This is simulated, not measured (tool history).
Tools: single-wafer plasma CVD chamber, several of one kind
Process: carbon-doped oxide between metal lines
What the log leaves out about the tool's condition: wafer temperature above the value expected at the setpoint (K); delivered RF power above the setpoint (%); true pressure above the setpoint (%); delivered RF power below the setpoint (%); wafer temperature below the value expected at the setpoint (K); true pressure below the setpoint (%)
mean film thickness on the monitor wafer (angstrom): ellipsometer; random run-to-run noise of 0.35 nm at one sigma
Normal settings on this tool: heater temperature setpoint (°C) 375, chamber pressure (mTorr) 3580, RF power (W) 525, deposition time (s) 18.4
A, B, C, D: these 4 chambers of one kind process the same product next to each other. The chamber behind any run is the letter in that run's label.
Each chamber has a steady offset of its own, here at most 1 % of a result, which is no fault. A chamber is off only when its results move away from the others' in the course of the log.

run	hour	heater temperature setpoint (°C)	chamber pressure (mTorr)	RF power (W)	deposition time (s)	hours since the last thermocouple change	hours since the last RF generator calibration	hours since the last manometer calibration	read-back reference wafer on the same gauge, thickness_nm	mean film thickness on the monitor wafer (angstrom)
1A	3.7	375	3580	525	18.4	1342.1	1584.3	1815.1	74.492	872.75
2B	6.6	375	3580	525	18.4	854	380.7	598.8	74.522	872.76
3D	9.5	375	3580	525	18.4	642.9	721.5	653.4	74.512	877.71
4C	13.9	375	3580	525	18.4	1750.9	766.8	1347	74.453	888.8
5B	17.8	375	3580	525	18.4	865.2	391.9	610	74.513	877.83
6A	21.9	375	3580	525	18.4	1360.3	1602.5	1833.3	74.505	877.95
7C	25.1	375	3580	525	18.4	1762.1	778	1358.2	74.539	882.34
8D	27.5	375	3580	525	18.4	660.9	739.5	671.4	74.556	875.46
9B	30.1	375	3580	525	18.4	877.5	404.2	622.3	74.421	871.42
10C	32.4	375	3580	525	18.4	1769.4	785.3	1365.5	74.51	889.81
11D	34.5	375	3580	525	18.4	667.9	746.5	678.4	74.46	881.86
12A	36.6	375	3580	525	18.4	1375	1617.2	1848	74.439	884.81
13D	39.1	375	3580	525	18.4	672.5	751.1	683	74.458	875.06
14C	42.4	375	3580	525	18.4	1779.4	795.3	1375.5	74.541	881.08
15A	45.8	375	3580	525	18.4	1384.2	1626.4	1857.2	74.438	877.97
16B	49	375	3580	525	18.4	896.4	423.1	641.2	74.49	881.15
17D	52.5	387	3580	525	18.4	685.9	764.5	696.4	74.535	851.29
18C	56.7	387	3580	525	18.4	1793.7	809.6	1389.8	74.498	856.24
19B	59.9	387	3580	525	18.4	907.3	434	652.1	74.528	857.59
20A	64	387	3580	525	18.4	1402.4	1644.6	1875.4	74.406	852.98
21D	68.2	375	3580	525	18.4	701.6	780.2	712.1	74.499	866
22B	70.8	375	3580	525	18.4	918.2	444.9	663	74.394	877.15
23C	72.7	375	3580	525	18.4	1809.7	825.6	1405.8	74.581	884.59
24A	75.9	375	3580	525	18.4	1414.3	1656.5	1887.3	74.452	879.96
25A	79.3	375	3580	525	18.4	1417.7	1659.9	1890.7	74.477	873.24
26B	81.4	375	3580	525	18.4	928.8	455.5	673.6	74.476	877.41
27D	84.5	375	3580	525	18.4	717.9	796.5	728.4	74.529	861.58
28C	87.5	375	3580	525	18.4	1824.5	840.4	1420.6	74.468	884.55
29D	89.5	375	3580	525	18.4	722.9	801.5	733.4	74.565	856.14

What goes on in this fleet: one chamber off, a drifting gauge, or nothing beyond the chambers' own small offsets? Name the chamber and the cause, if any.

Little by little, chamber D moves away from the other chambers.
Most likely cause: delivered RF power below the setpoint (%) = 3.29.

Which of the 4 candidates below, each the usual settings with something changed and its results left as question marks, puts chamber D back in line with what the other chambers give on the usual settings?
Maximum distance from the other chambers' mean on the usual settings for a result to count as in line: mean film thickness on the monitor wafer (angstrom) 12
30D-1	92.7	375	3580	525	18					?
30D-2	92.7	357	3580	525	18.4					?
30D-3	92.7	375	3580	530	18.7					?
30D-4	92.7	375	3560	515	17.8					?

The other chambers' mean on the usual settings: mean film thickness on the monitor wafer (angstrom) 879.58
run	mean film thickness on the monitor wafer (angstrom)
30D-1	843.57
30D-2	900.79
30D-3	881.12
30D-4	823.61
30D-3 is the one that brings the chamber's results back in line with the other chambers.
